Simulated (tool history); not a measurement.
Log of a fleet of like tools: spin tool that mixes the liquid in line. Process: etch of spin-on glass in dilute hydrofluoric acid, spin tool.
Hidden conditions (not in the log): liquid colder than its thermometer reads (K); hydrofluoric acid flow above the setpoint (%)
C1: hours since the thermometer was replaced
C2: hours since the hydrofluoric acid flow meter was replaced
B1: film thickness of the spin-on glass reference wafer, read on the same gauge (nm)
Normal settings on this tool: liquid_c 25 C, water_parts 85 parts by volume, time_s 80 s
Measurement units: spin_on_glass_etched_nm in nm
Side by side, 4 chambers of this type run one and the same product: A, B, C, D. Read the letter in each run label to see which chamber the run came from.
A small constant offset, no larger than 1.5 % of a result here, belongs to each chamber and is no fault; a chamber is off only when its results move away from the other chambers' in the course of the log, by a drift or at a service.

run 1B hour=5.8 | liquid_c=25 water_parts=85 time_s=80 | C1=2171.6 C2=978.9 | B1=110.00 | spin_on_glass_etched_nm=24.376
-- hour=9.7 chamber C: hydrofluoric acid flow meter replaced
run 2D hour=13.4 | liquid_c=25 water_parts=85 time_s=80 | C1=1088.3 C2=817.1 | B1=109.98 | spin_on_glass_etched_nm=24.513
run 3A hour=22.5 | liquid_c=25 water_parts=85 time_s=80 | C1=1445.2 C2=524.5 | B1=110.01 | spin_on_glass_etched_nm=24.338
run 4C hour=31.5 | liquid_c=25 water_parts=85 time_s=80 | C1=1383.3 C2=21.8 | B1=109.98 | spin_on_glass_etched_nm=24.199
run 5D hour=38.6 | liquid_c=25 water_parts=85 time_s=80 | C1=1113.5 C2=842.3 | B1=110.00 | spin_on_glass_etched_nm=24.500
run 6A hour=48.0 | liquid_c=25 water_parts=85 time_s=80 | C1=1470.7 C2=550.0 | B1=109.98 | spin_on_glass_etched_nm=24.412
run 7B hour=58.9 | liquid_c=25 water_parts=85 time_s=80 | C1=2224.7 C2=1032.0 | B1=110.02 | spin_on_glass_etched_nm=24.446
run 8C hour=66.0 | liquid_c=25 water_parts=85 time_s=80 | C1=1417.8 C2=56.3 | B1=110.01 | spin_on_glass_etched_nm=24.210
run 9C hour=77.5 | liquid_c=25 water_parts=85 time_s=80 | C1=1429.3 C2=67.8 | B1=110.02 | spin_on_glass_etched_nm=24.153
run 10B hour=85.7 | liquid_c=25 water_parts=85 time_s=80 | C1=2251.5 C2=1058.8 | B1=110.00 | spin_on_glass_etched_nm=24.448
run 11D hour=94.6 | liquid_c=25 water_parts=85 time_s=80 | C1=1169.5 C2=898.3 | B1=110.02 | spin_on_glass_etched_nm=24.533
run 12A hour=103.3 | liquid_c=25 water_parts=85 time_s=80 | C1=1526.0 C2=605.3 | B1=109.98 | spin_on_glass_etched_nm=24.324
run 13D hour=109.8 | liquid_c=25 water_parts=85 time_s=80 | C1=1184.7 C2=913.5 | B1=109.99 | spin_on_glass_etched_nm=24.525
run 14C hour=120.2 | liquid_c=25 water_parts=85 time_s=80 | C1=1472.0 C2=110.5 | B1=109.97 | spin_on_glass_etched_nm=24.135
run 15A hour=130.0 | liquid_c=25 water_parts=85 time_s=50 | C1=1552.7 C2=632.0 | B1=110.01 | spin_on_glass_etched_nm=15.163
run 16B hour=141.1 | liquid_c=25 water_parts=85 time_s=50 | C1=2306.9 C2=1114.2 | B1=110.02 | spin_on_glass_etched_nm=15.307
run 17B hour=152.0 | liquid_c=25 water_parts=85 time_s=50 | C1=2317.8 C2=1125.1 | B1=110.01 | spin_on_glass_etched_nm=15.347
run 18A hour=158.7 | liquid_c=25 water_parts=85 time_s=50 | C1=1581.4 C2=660.7 | B1=110.01 | spin_on_glass_etched_nm=15.255
run 19D hour=169.8 | liquid_c=25 water_parts=85 time_s=80 | C1=1244.7 C2=973.5 | B1=110.02 | spin_on_glass_etched_nm=24.530
run 20C hour=175.8 | liquid_c=25 water_parts=85 time_s=80 | C1=1527.6 C2=166.1 | B1=110.00 | spin_on_glass_etched_nm=24.134
run 21D hour=182.4 | liquid_c=25 water_parts=85 time_s=80 | C1=1257.3 C2=986.1 | B1=109.99 | spin_on_glass_etched_nm=24.403
run 22A hour=188.5 | liquid_c=25 water_parts=85 time_s=80 | C1=1611.2 C2=690.5 | B1=109.99 | spin_on_glass_etched_nm=24.415
run 23C hour=195.9 | liquid_c=25 water_parts=85 time_s=80 | C1=1547.7 C2=186.2 | B1=110.01 | spin_on_glass_etched_nm=24.152
run 24B hour=203.9 | liquid_c=25 water_parts=85 time_s=80 | C1=2369.7 C2=1177.0 | B1=110.00 | spin_on_glass_etched_nm=24.509
run 25B hour=215.0 | liquid_c=25 water_parts=85 time_s=80 | C1=2380.8 C2=1188.1 | B1=110.00 | spin_on_glass_etched_nm=24.334
run 26C hour=224.4 | liquid_c=25 water_parts=110 time_s=115 | C1=1576.2 C2=214.7 | B1=110.00 | spin_on_glass_etched_nm=26.016
run 27A hour=232.2 | liquid_c=25 water_parts=110 time_s=115 | C1=1654.9 C2=734.2 | B1=110.01 | spin_on_glass_etched_nm=26.328
run 28D hour=243.8 | liquid_c=25 water_parts=110 time_s=115 | C1=1318.7 C2=1047.5 | B1=110.03 | spin_on_glass_etched_nm=26.356
run 29D hour=251.3 | liquid_c=25 water_parts=110 time_s=115 | C1=1326.2 C2=1055.0 | B1=110.01 | spin_on_glass_etched_nm=26.343
run 30C hour=256.5 | liquid_c=25 water_parts=85 time_s=80 | C1=1608.3 C2=246.8 | B1=109.98 | spin_on_glass_etched_nm=24.095
run 31B hour=263.9 | liquid_c=25 water_parts=85 time_s=80 | C1=2429.7 C2=1237.0 | B1=109.95 | spin_on_glass_etched_nm=24.451
run 32A hour=273.9 | liquid_c=25 water_parts=85 time_s=80 | C1=1696.6 C2=775.9 | B1=110.02 | spin_on_glass_etched_nm=24.486
run 33B hour=279.6 | liquid_c=25 water_parts=85 time_s=80 | C1=2445.4 C2=1252.7 | B1=109.99 | spin_on_glass_etched_nm=24.547
run 34C hour=288.8 | liquid_c=25 water_parts=85 time_s=80 | C1=1640.6 C2=279.1 | B1=109.99 | spin_on_glass_etched_nm=24.076
run 35D hour=294.3 | liquid_c=25 water_parts=85 time_s=80 | C1=1369.2 C2=1098.0 | B1=109.98 | spin_on_glass_etched_nm=24.467
-- hour=296.7 chamber B: thermometer replaced
run 36A hour=300.0 | liquid_c=25 water_parts=85 time_s=80 | C1=1722.7 C2=802.0 | B1=110.02 | spin_on_glass_etched_nm=24.335
run 37B hour=306.0 | liquid_c=25 water_parts=85 time_s=80 | C1=9.3 C2=1279.1 | B1=110.01 | spin_on_glass_etched_nm=24.487

One chamber off, gauge drift, or nothing amiss beyond the chambers' own small offsets? If it is a chamber, which one, and what is the likeliest cause?

No chamber is off and the gauge is stable; the differences are just each chamber's small, constant offset.
